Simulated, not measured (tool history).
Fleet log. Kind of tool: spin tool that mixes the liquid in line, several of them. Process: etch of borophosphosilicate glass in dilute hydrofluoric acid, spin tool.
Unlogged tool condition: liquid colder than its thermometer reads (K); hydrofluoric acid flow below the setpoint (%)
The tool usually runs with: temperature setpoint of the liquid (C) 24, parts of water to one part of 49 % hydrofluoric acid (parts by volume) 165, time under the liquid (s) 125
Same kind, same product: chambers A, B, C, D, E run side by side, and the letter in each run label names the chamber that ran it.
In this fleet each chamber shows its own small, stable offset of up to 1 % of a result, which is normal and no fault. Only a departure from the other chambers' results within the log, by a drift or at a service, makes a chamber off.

run,hour,temperature setpoint of the liquid (C),parts of water to one part of 49 % hydrofluoric acid (parts by volume),time under the liquid (s),hours since the thermometer was replaced,hours since the hydrofluoric acid flow meter was replaced,"read-back film thickness of the borophosphosilicate glass reference wafer, read on the same gauge (nm)",thickness taken off the borophosphosilicate glass on a monitor wafer (Å)
1B,7.6,24,165,125,61.9,824,110,424.46
2C,15.6,24,165,125,1074.6,457.6,110.01,420.29
3A,22.6,24,165,125,948.8,171.4,110.02,424.51
4E,27.9,24,165,125,857.9,82.8,110,430.28
5D,34.9,24,165,125,1084.5,565.2,110,418.86
6E,44.9,24,165,125,874.9,99.8,110,430.31
# hour 54.2: chamber C: hydrofluoric acid flow meter replaced
7C,54.2,24,205,125,1113.2,0,109.97,327.01
8D,64.4,24,205,125,1114,594.7,110,326.37
9A,74,24,205,125,1000.2,222.8,110.01,324.65
# hour 76.3: chamber D: hydrofluoric acid flow meter replaced
10B,82.8,24,205,125,137.1,899.2,109.98,324.86
11B,91.1,24,205,125,145.4,907.5,109.98,322.37
12A,97.3,24,165,125,1023.5,246.1,110,422.48
13D,104.1,24,165,125,1153.7,27.8,110,421.62
14C,108.7,24,235,75,1167.7,54.5,109.99,164.78
15E,116.3,24,235,75,946.3,171.2,109.98,167.61
16C,126.3,24,235,75,1185.3,72.1,109.99,165.45
17A,134.4,24,235,75,1060.6,283.2,110,164.65
18B,143.9,24,235,75,198.2,960.3,109.98,161.72
19E,149.2,24,165,125,979.2,204.1,109.99,428.82
20D,159.3,24,165,125,1208.9,83,110.01,420.75
21C,165.1,24,165,125,1224.1,110.9,110.04,423.22
22A,173.3,24,165,125,1099.5,322.1,109.98,418.17
23B,180.3,24,165,125,234.6,996.7,110.01,417.01
24D,188.2,24,165,125,1237.8,111.9,110.01,425.52
25E,194.6,24,165,125,1024.6,249.5,109.99,426.3
26D,200.4,24,165,125,1250,124.1,110,421.61
27C,206.9,24,165,160,1265.9,152.7,109.99,538.81
28B,212.7,24,165,160,267,1029.1,110,517.31
29A,218.3,24,165,160,1144.5,367.1,110,544
30E,227.2,24,165,160,1057.2,282.1,109.99,543.34
31D,235.1,24,165,160,1284.7,158.8,110,541.52
32A,244.2,24,165,125,1170.4,393,110.02,423.9
33B,251.1,24,165,70,305.4,1067.5,109.99,229.56
34E,256.4,24,165,70,1086.4,311.3,110.01,237.93
35C,264.7,24,165,70,1323.7,210.5,110.01,235.54
36B,273.7,24,165,70,328,1090.1,109.98,225.48
37A,279.7,24,165,70,1205.9,428.5,110,235.27
38D,289.6,24,165,125,1339.2,213.3,109.99,419.4
39C,299.5,21.5,205,125,1358.5,245.3,110.02,296.41

Next, every chamber runs the same settings. What will each give?
40A,306.9,24,235,125,,,,?
40B,306.9,24,235,125,,,,?
40C,306.9,24,235,125,,,,?
40D,306.9,24,235,125,,,,?
40E,306.9,24,235,125,,,,?

run,thickness taken off the borophosphosilicate glass on a monitor wafer (Å)
40A,274.23
40B,260.73
40C,277.23
40D,276.48
40E,280.14

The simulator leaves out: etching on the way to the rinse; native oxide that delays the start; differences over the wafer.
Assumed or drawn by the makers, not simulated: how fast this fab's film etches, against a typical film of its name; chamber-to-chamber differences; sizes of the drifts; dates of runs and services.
